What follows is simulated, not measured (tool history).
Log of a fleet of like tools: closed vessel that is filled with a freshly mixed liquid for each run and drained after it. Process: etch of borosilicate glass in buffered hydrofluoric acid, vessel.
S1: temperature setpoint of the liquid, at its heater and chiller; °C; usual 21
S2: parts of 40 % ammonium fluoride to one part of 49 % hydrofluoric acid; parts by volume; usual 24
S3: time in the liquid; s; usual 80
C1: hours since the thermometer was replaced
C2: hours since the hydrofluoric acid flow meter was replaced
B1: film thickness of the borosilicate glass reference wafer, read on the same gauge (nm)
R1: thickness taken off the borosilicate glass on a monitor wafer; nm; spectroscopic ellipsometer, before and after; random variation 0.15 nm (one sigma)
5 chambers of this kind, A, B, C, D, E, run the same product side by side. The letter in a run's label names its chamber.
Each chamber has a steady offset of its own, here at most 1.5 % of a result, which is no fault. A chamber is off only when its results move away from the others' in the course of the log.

| run | hour | S1 | S2 | S3 | C1 | C2 | B1 | R1 |
|---|---|---|---|---|---|---|---|---|
| 1C | 4.3 | 21 | 24 | 80 | 729.3 | 300.2 | 120 | 37.322 |
| 2A | 12 | 21 | 24 | 80 | 56.5 | 454.2 | 120.05 | 37.814 |
| 3B | 21.7 | 21 | 24 | 80 | 240.8 | 431.5 | 120 | 37.942 |
| 4D | 30.4 | 21 | 24 | 80 | 453.4 | 1486.4 | 120 | 37.99 |
| 5E | 35.1 | 21 | 24 | 80 | 1750.4 | 395.9 | 119.99 | 37.688 |
| 6E | 40.6 | 21 | 24 | 80 | 1755.9 | 401.4 | 120.01 | 37.935 |
| 7A | 48 | 21 | 24 | 80 | 92.5 | 490.2 | 120.02 | 38.014 |
| 8C | 54.2 | 21 | 24 | 80 | 779.2 | 350.1 | 119.95 | 37.314 |
| 9B | 60.1 | 17 | 24 | 80 | 279.2 | 469.9 | 119.99 | 30.336 |
| 10D | 64.5 | 17 | 24 | 80 | 487.5 | 1520.5 | 119.99 | 30.529 |
| 11E | 71.1 | 17 | 24 | 80 | 1786.4 | 431.9 | 120.02 | 30.61 |
| 12C | 78.6 | 17 | 24 | 80 | 803.6 | 374.5 | 120.02 | 29.75 |
| 13A | 84.7 | 17 | 24 | 80 | 129.2 | 526.9 | 120.05 | 30.518 |
| 14B | 92.1 | 21 | 24 | 80 | 311.2 | 501.9 | 119.98 | 38.11 |
| 15D | 100.4 | 21 | 24 | 80 | 523.4 | 1556.4 | 120.02 | 38.022 |
| 16B | 110.2 | 21 | 24 | 45 | 329.3 | 520 | 119.96 | 21.282 |
| 17A | 115.5 | 21 | 24 | 45 | 160 | 557.7 | 119.95 | 21.397 |
| 18D | 120.7 | 21 | 24 | 45 | 543.7 | 1576.7 | 120.02 | 21.346 |
| 19C | 129.7 | 21 | 24 | 45 | 854.7 | 425.6 | 120.01 | 21.026 |
| 20E | 137.6 | 21 | 24 | 45 | 1852.9 | 498.4 | 119.99 | 21.408 |
| 21A | 145 | 21 | 24 | 80 | 189.5 | 587.2 | 120.04 | 38.185 |
| 22B | 150.1 | 21 | 24 | 80 | 369.2 | 559.9 | 120.02 | 37.893 |
| 23C | 157.9 | 21 | 24 | 80 | 882.9 | 453.8 | 119.98 | 37.605 |
| 24D | 166.5 | 21 | 24 | 80 | 589.5 | 1622.5 | 120.04 | 37.985 |
|  | 167.7 | chamber A: hydrofluoric acid flow meter replaced |
| 25E | 174.3 | 21 | 29.5 | 80 | 1889.6 | 535.1 | 119.99 | 33.677 |
| 26D | 183.1 | 21 | 29.5 | 80 | 606.1 | 1639.1 | 120.02 | 32.896 |
| 27E | 190.5 | 21 | 29.5 | 80 | 1905.8 | 551.3 | 120.05 | 33.542 |
|  | 192.1 | chamber C: thermometer replaced |
| 28C | 197.6 | 21 | 29.5 | 80 | 5.5 | 493.5 | 120 | 32.283 |
| 29B | 206.2 | 21 | 29.5 | 80 | 425.3 | 616 | 119.99 | 32.912 |
| 30A | 211.3 | 21 | 24 | 80 | 255.8 | 43.6 | 119.97 | 37.947 |
| 31D | 217.9 | 21 | 24 | 80 | 640.9 | 1673.9 | 120.04 | 38.17 |
| 32E | 226.1 | 21 | 24 | 80 | 1941.4 | 586.9 | 120.05 | 38.834 |
| 33B | 231.2 | 21 | 24 | 80 | 450.3 | 641 | 120.01 | 37.827 |
| 34A | 240.8 | 21 | 24 | 80 | 285.3 | 73.1 | 120.05 | 37.884 |
|  | 249.1 | chamber D: thermometer replaced |
| 35C | 250 | 21 | 24 | 80 | 57.9 | 545.9 | 119.99 | 37.434 |
| 36A | 255 | 21 | 24 | 80 | 299.5 | 87.3 | 119.96 | 37.564 |
| 37C | 259.9 | 21 | 24 | 80 | 67.8 | 555.8 | 120.01 | 37.263 |
| 38B | 265.6 | 21 | 24 | 80 | 484.7 | 675.4 | 120 | 37.931 |
| 39D | 270.3 | 21 | 24 | 80 | 21.3 | 1726.3 | 120 | 37.974 |

Is one chamber off against the others, does the gauge drift, or is nothing wrong? If a chamber is off, say which, and what the likeliest cause is.

Chamber E drifts away from the others.
Cause: hydrofluoric acid flow above the setpoint (%) = 5.89.
The log may not tell that from: liquid hotter than its thermometer reads (K).

Here are 4 candidates for chamber E's next run, each the usual settings with a change, their results left as question marks. Which one brings its results back in line with what the others give on the usual settings?
In line means no further than this from the other chambers' mean on the usual settings: R1 0.51 nm
| 40E-1 | 277.5 | 20.5 | 24.5 | 80 |  |  |  | ? |
| 40E-2 | 277.5 | 21.5 | 23.5 | 80 |  |  |  | ? |
| 40E-3 | 277.5 | 21 | 24.5 | 75 |  |  |  | ? |
| 40E-4 | 277.5 | 22.5 | 24 | 80 |  |  |  | ? |

The other chambers' mean on the usual settings: R1 37.751 nm
| run | R1 |
|---|---|
| 40E-1 | 37.711 |
| 40E-2 | 40.959 |
| 40E-3 | 36.318 |
| 40E-4 | 42.605 |
40E-1 brings the chamber back in line.
